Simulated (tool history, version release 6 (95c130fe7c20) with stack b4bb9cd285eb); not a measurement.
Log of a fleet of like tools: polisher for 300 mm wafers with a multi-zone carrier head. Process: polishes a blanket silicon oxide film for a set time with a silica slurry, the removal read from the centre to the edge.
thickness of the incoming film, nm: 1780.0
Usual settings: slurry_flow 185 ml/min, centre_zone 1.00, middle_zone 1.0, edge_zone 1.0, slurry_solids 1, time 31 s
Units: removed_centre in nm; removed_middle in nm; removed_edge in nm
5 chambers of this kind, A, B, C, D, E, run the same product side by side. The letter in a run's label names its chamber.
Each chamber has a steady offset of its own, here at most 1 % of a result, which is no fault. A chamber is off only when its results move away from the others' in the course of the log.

| run | day | slurry_flow | centre_zone | middle_zone | edge_zone | slurry_solids | time | removed_centre | removed_middle | removed_edge |
|---|---|---|---|---|---|---|---|---|---|---|
|  | 0.133 | chamber B: slurry nozzle cleaned |
| 1B | 0.258 | 185 | 1.00 | 1.0 | 1.0 | 1 | 31 | 105.660 | 107.14 | 106.33 |
| 2C | 0.521 | 185 | 1.00 | 1.0 | 1.0 | 1 | 31 | 105.500 | 107.77 | 105.51 |
|  | 0.617 | chamber C: slurry nozzle cleaned |
|  | 0.621 | chamber C: worn pad replaced by a new one |
| 3A | 0.854 | 185 | 1.00 | 1.0 | 1.0 | 1 | 31 | 105.530 | 107.26 | 107.01 |
|  | 0.996 | chamber E: worn pad replaced by a new one |
|  | 1.017 | chamber A: worn pad replaced by a new one |
|  | 1.017 | chamber B: worn pad replaced by a new one |
| 4E | 1.050 | 185 | 1.00 | 1.0 | 1.0 | 1 | 31 | 106.880 | 107.45 | 105.86 |
|  | 1.192 | chamber D: slurry nozzle cleaned |
| 5D | 1.321 | 185 | 1.00 | 1.0 | 1.0 | 1 | 31 | 107.020 | 105.26 | 107.25 |
| 6A | 1.567 | 185 | 1.00 | 1.0 | 1.0 | 1 | 31 | 105.440 | 109.42 | 107.51 |
| 7E | 1.862 | 185 | 1.00 | 1.0 | 1.0 | 1 | 31 | 109.320 | 109.02 | 105.51 |
| 8B | 2.108 | 185 | 1.00 | 1.0 | 1.0 | 1 | 31 | 107.150 | 106.53 | 106.81 |
| 9C | 2.388 | 185 | 1.00 | 1.0 | 1.0 | 1 | 31 | 106.250 | 103.30 | 106.34 |
|  | 2.408 | chamber D: worn pad replaced by a new one |
| 10D | 2.625 | 185 | 1.00 | 1.0 | 1.0 | 1 | 31 | 109.510 | 105.80 | 104.01 |
| 11E | 2.838 | 185 | 1.00 | 1.0 | 1.0 | 1 | 31 | 108.480 | 105.33 | 106.78 |
| 12B | 3.138 | 185 | 1.00 | 1.0 | 1.0 | 1 | 31 | 107.680 | 104.84 | 105.57 |
|  | 3.162 | chamber B: worn pad replaced by a new one |
| 13A | 3.317 | 185 | 1.00 | 1.0 | 1.0 | 1 | 31 | 107.020 | 106.71 | 107.89 |
|  | 3.358 | chamber A: centre zone pressure recalibrated |
|  | 3.429 | chamber C: worn pad replaced by a new one |
| 14D | 3.558 | 185 | 1.00 | 1.0 | 1.0 | 1 | 31 | 109.270 | 106.43 | 105.69 |
| 15C | 3.862 | 185 | 0.90 | 1.0 | 1.0 | 1 | 40 | 123.210 | 135.25 | 137.79 |
| 16D | 4.133 | 185 | 0.90 | 1.0 | 1.0 | 1 | 40 | 125.510 | 138.44 | 137.28 |
| 17C | 4.312 | 185 | 0.90 | 1.0 | 1.0 | 1 | 40 | 122.190 | 137.43 | 135.03 |
|  | 4.354 | chamber A: worn pad replaced by a new one |
|  | 4.433 | chamber B: centre zone pressure recalibrated |
| 18E | 4.496 | 185 | 0.90 | 1.0 | 1.0 | 1 | 40 | 122.460 | 139.02 | 137.18 |
|  | 4.500 | chamber D: edge zone pressure recalibrated |
|  | 4.704 | chamber A: slurry nozzle cleaned |
| 19B | 4.788 | 185 | 0.90 | 1.0 | 1.0 | 1 | 40 | 122.370 | 136.43 | 137.31 |
|  | 4.912 | chamber E: worn pad replaced by a new one |
| 20A | 5.025 | 245 | 1.00 | 1.0 | 1.0 | 1 | 31 | 110.530 | 111.87 | 110.63 |
| 21C | 5.208 | 245 | 1.00 | 1.0 | 1.0 | 1 | 31 | 110.970 | 112.21 | 110.62 |
|  | 5.308 | chamber B: worn pad replaced by a new one |
| 22D | 5.429 | 245 | 1.00 | 1.0 | 1.0 | 1 | 31 | 115.880 | 108.73 | 106.89 |
| 23B | 5.617 | 245 | 1.00 | 1.0 | 1.0 | 1 | 31 | 110.950 | 111.42 | 109.21 |
|  | 5.796 | chamber D: worn pad replaced by a new one |
| 24E | 5.958 | 245 | 1.00 | 1.0 | 1.0 | 1 | 31 | 112.420 | 114.08 | 107.24 |
|  | 6.000 | chamber C: worn pad replaced by a new one |
| 25A | 6.112 | 185 | 1.00 | 1.0 | 1.0 | 1 | 31 | 106.360 | 105.77 | 107.52 |
| 26A | 6.292 | 185 | 1.00 | 1.0 | 1.0 | 1 | 31 | 105.320 | 105.51 | 107.48 |
| 27D | 6.446 | 185 | 1.00 | 1.0 | 1.0 | 1 | 31 | 112.200 | 105.81 | 106.85 |
| 28E | 6.604 | 185 | 1.00 | 1.0 | 1.0 | 1 | 31 | 107.070 | 107.20 | 107.23 |
| 29B | 6.929 | 185 | 1.00 | 1.0 | 1.0 | 1 | 31 | 105.610 | 106.11 | 106.51 |
| 30C | 7.100 | 185 | 1.00 | 1.0 | 1.0 | 1 | 31 | 105.670 | 107.31 | 107.76 |
|  | 7.208 | chamber B: worn pad replaced by a new one |
| 31B | 7.350 | 185 | 1.00 | 1.0 | 1.0 | 1 | 31 | 106.000 | 109.30 | 106.86 |
|  | 7.446 | chamber A: worn pad replaced by a new one |
| 32A | 7.679 | 185 | 1.00 | 1.0 | 1.0 | 1 | 31 | 105.590 | 105.65 | 107.97 |
| 33E | 7.888 | 185 | 1.00 | 1.0 | 1.0 | 1 | 31 | 108.250 | 104.77 | 106.69 |
| 34C | 8.150 | 185 | 1.00 | 1.0 | 1.1 | 1 | 31 | 106.520 | 103.34 | 114.12 |
|  | 8.162 | chamber E: worn pad replaced by a new one |
| 35D | 8.496 | 185 | 1.00 | 1.0 | 1.1 | 1 | 31 | 115.750 | 104.67 | 111.57 |
| 36D | 8.700 | 185 | 1.00 | 1.0 | 1.1 | 1 | 31 | 115.160 | 107.81 | 110.54 |
|  | 8.875 | chamber C: worn pad replaced by a new one |
| 37B | 8.921 | 185 | 1.00 | 1.0 | 1.1 | 1 | 31 | 106.690 | 104.59 | 110.95 |
| 38A | 9.225 | 185 | 1.00 | 1.0 | 1.1 | 1 | 31 | 106.710 | 104.74 | 114.76 |
|  | 9.271 | chamber B: worn pad replaced by a new one |
| 39C | 9.433 | 185 | 0.93 | 1.1 | 1.0 | 1 | 31 | 99.442 | 118.28 | 105.25 |
| 40E | 9.625 | 185 | 0.93 | 1.1 | 1.0 | 1 | 31 | 98.483 | 118.25 | 109.18 |
| 41B | 9.829 | 185 | 0.93 | 1.1 | 1.0 | 1 | 31 | 98.453 | 120.01 | 104.88 |
| 42C | 10.079 | 185 | 0.93 | 1.1 | 1.0 | 1 | 31 | 99.063 | 114.46 | 105.61 |

All 5 chambers run these settings next. Forecast each chamber's results:
| 43A | 10.333 | 185 | 1.00 | 1.0 | 1.0 | 1 | 31 | ? | ? | ? |
| 43B | 10.333 | 185 | 1.00 | 1.0 | 1.0 | 1 | 31 | ? | ? | ? |
| 43C | 10.333 | 185 | 1.00 | 1.0 | 1.0 | 1 | 31 | ? | ? | ? |
| 43D | 10.333 | 185 | 1.00 | 1.0 | 1.0 | 1 | 31 | ? | ? | ? |
| 43E | 10.333 | 185 | 1.00 | 1.0 | 1.0 | 1 | 31 | ? | ? | ? |

| run | removed_centre | removed_middle | removed_edge |
|---|---|---|---|
| 43A | 105.560 | 104.88 | 105.68 |
| 43B | 106.030 | 106.44 | 105.66 |
| 43C | 105.340 | 104.84 | 105.57 |
| 43D | 117.660 | 105.09 | 106.04 |
| 43E | 108.530 | 105.76 | 106.74 |

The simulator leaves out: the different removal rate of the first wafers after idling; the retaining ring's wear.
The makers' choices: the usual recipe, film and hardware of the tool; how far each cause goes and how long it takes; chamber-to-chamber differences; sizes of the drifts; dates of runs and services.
